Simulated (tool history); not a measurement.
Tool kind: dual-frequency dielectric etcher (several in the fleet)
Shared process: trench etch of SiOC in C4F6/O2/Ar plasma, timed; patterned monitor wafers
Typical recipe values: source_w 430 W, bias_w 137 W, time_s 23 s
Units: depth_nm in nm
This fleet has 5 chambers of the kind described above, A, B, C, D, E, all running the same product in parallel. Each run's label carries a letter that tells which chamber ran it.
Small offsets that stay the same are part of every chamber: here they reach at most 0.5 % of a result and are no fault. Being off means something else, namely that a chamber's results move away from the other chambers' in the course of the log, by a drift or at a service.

| run | hour | source_w | bias_w | time_s | read-back reference wafer on the same gauge, depth_nm | depth_nm |
|---|---|---|---|---|---|---|
| 1A | 10 | 430 | 137 | 23 | 52.84 | 45.387 |
| 2C | 16.7 | 430 | 137 | 23 | 52.87 | 45.071 |
| 3E | 24 | 430 | 137 | 23 | 52.921 | 45.343 |
| 4D | 31.8 | 430 | 137 | 23 | 52.914 | 45.346 |
| 5B | 38.8 | 430 | 137 | 23 | 52.867 | 45.411 |
| 6D | 48.8 | 430 | 137 | 23 | 52.906 | 45.105 |
| 7C | 57.6 | 430 | 167 | 23 | 52.863 | 47.76 |
| 8E | 71 | 430 | 167 | 23 | 52.892 | 47.603 |
| 9B | 78.2 | 430 | 167 | 23 | 52.932 | 48.065 |
| 10A | 84.7 | 430 | 167 | 23 | 52.956 | 48.172 |
| 11C | 92 | 430 | 167 | 23 | 52.905 | 47.919 |
| 12D | 98.4 | 430 | 137 | 23 | 52.909 | 44.635 |
| 13A | 109.4 | 430 | 164 | 23 | 52.935 | 48.274 |
|  | 111.9 | chamber D: bias power generator calibrated |
| 14B | 118.3 | 430 | 164 | 23 | 52.878 | 47.639 |
|  | 124.5 | chamber C: wet clean of the chamber |
| 15E | 126.5 | 430 | 164 | 23 | 52.905 | 47.682 |
| 16D | 137.5 | 430 | 164 | 23 | 52.896 | 47.249 |
| 17A | 150.8 | 430 | 164 | 23 | 52.906 | 47.925 |
| 18B | 158.6 | 430 | 137 | 23 | 52.917 | 45.148 |
| 19E | 165.2 | 430 | 137 | 23 | 52.893 | 45.035 |
| 20C | 173.4 | 430 | 137 | 23 | 52.921 | 44.831 |
|  | 185.3 | chamber A: source power generator calibrated |
| 21E | 186.9 | 430 | 137 | 23 | 52.863 | 45.09 |
| 22D | 196.4 | 430 | 137 | 23 | 52.973 | 44.381 |
|  | 205.1 | chamber E: wet clean of the chamber |
| 23A | 208.1 | 430 | 137 | 23 | 52.879 | 45.166 |
| 24C | 218.9 | 430 | 137 | 23 | 52.886 | 45.185 |
| 25B | 230.5 | 430 | 137 | 23 | 52.879 | 45.061 |
| 26C | 237 | 430 | 137 | 23 | 52.866 | 44.847 |
| 27E | 247.3 | 430 | 137 | 23 | 52.934 | 44.884 |
| 28B | 259 | 430 | 137 | 23 | 52.942 | 45.179 |
| 29D | 270.7 | 430 | 151 | 29.5 | 52.855 | 58.039 |
| 30A | 279.7 | 430 | 151 | 29.5 | 52.91 | 59.874 |

Has any chamber moved away from the others, gradually or after a service, or does the common gauge drift, or do the chambers differ only by their own small steady offsets? State the chamber and the most likely cause if one applies.

Little by little, chamber D moves away from the other chambers.
Likeliest cause: etch rate under this chamber's usual, % = 3.18.

Here are 4 candidates for chamber D's next run, each the usual settings with a change, their results left as question marks. Which one brings its results back in line with what the others give on the usual settings?
In line means no further than this from the other chambers' mean on the usual settings: depth_nm 0.49 nm
| 31D-1 | 289.9 | 430 | 151 | 23 |  | ? |
| 31D-2 | 289.9 | 410 | 132 | 23 |  | ? |
| 31D-3 | 289.9 | 430 | 132 | 23 |  | ? |
| 31D-4 | 289.9 | 440 | 137 | 23 |  | ? |

Usual-settings mean across the other chambers: depth_nm 45.178 nm
| run | depth_nm |
|---|---|
| 31D-1 | 44.965 |
| 31D-2 | 42.422 |
| 31D-3 | 43.226 |
| 31D-4 | 44.091 |
The answer is 31D-1, which returns the chamber to within the allowed miss of the others.
